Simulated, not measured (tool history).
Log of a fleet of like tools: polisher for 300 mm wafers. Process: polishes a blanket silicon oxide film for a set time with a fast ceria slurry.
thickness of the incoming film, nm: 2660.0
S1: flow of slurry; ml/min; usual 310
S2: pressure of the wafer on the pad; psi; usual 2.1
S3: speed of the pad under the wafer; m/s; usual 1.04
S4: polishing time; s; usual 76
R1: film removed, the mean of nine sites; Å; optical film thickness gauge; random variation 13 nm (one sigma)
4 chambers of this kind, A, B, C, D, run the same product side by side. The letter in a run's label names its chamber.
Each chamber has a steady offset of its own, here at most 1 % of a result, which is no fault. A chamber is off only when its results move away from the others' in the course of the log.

run	hour	S1	S2	S3	S4	R1
1A	7.2	310	2.1	1.04	76	9228.7
2C	13.6	310	2.1	1.04	76	9090.6
3B	17.6	310	2.1	1.04	76	9320.9
4D	24.2	310	2.1	1.04	76	9373.9
5C	29	310	2.1	1.04	76	9075.1
# hour 30.1: chamber D: slurry nozzle cleaned
6B	34.1	310	2.1	1.04	76	9228.1
7D	38	310	2.1	1.04	76	9358.3
8A	45.1	310	2.1	1.04	76	9226.2
# hour 45.7: chamber D: worn pad replaced by a new one
9D	49.7	310	2.1	1.04	76	9200.2
10A	56.8	310	2.1	1.04	76	9245.6
11B	61.2	310	2.1	1.04	76	9173.3
12C	69	310	2.1	1.04	76	9406.5
13B	75.4	310	2.1	1.04	76	9097.6
# hour 80.4: chamber C: head pressure recalibrated
# hour 82: chamber C: worn pad replaced by a new one
14D	82.9	310	2.1	1.04	76	9104.4
15A	88.2	310	2.1	1.04	76	9247.8
# hour 89.4: chamber B: worn pad replaced by a new one
16C	92.6	310	2.1	1.04	76	9232.6
# hour 92.8: chamber A: worn pad replaced by a new one
17A	98.6	310	2.1	1.04	76	8994
18C	103.8	310	2.1	1.04	76	9018.5
19D	109.3	310	2.1	1.04	76	9089.9
# hour 113.4: chamber D: worn pad replaced by a new one
20B	114.5	310	2.1	1.04	76	9206.2
21A	121.6	310	2.1	1.04	87	10613
22D	125.6	310	2.1	1.04	87	10540
23B	132.6	310	2.1	1.04	87	10627
24C	140	310	2.1	1.04	87	10609
25B	145.9	310	2.1	1.04	76	8889.3
26A	150.6	310	2.1	1.04	76	9146.2
27D	159.2	310	2.1	1.04	76	9058.2
28C	166.8	310	2.1	1.04	76	9355.9
29B	170.8	235	2.1	1.04	50	5872.3
30D	177.5	235	2.1	1.04	50	5882.3
# hour 178.6: chamber D: worn pad replaced by a new one
31C	183.9	235	2.1	1.04	50	5959.6
32A	188.5	235	2.1	1.04	50	5951.6
# hour 194.9: chamber A: head pressure recalibrated
33A	195.6	260	2.7	1.04	76	11779
34D	201.2	260	2.7	1.04	76	11815

Next, every chamber runs the same settings. What will each give?
35A	207.3	310	2.1	1.38	76	?
35B	207.3	310	2.1	1.38	76	?
35C	207.3	310	2.1	1.38	76	?
35D	207.3	310	2.1	1.38	76	?

run	R1
35A	12515
35B	12190
35C	12019
35D	12223
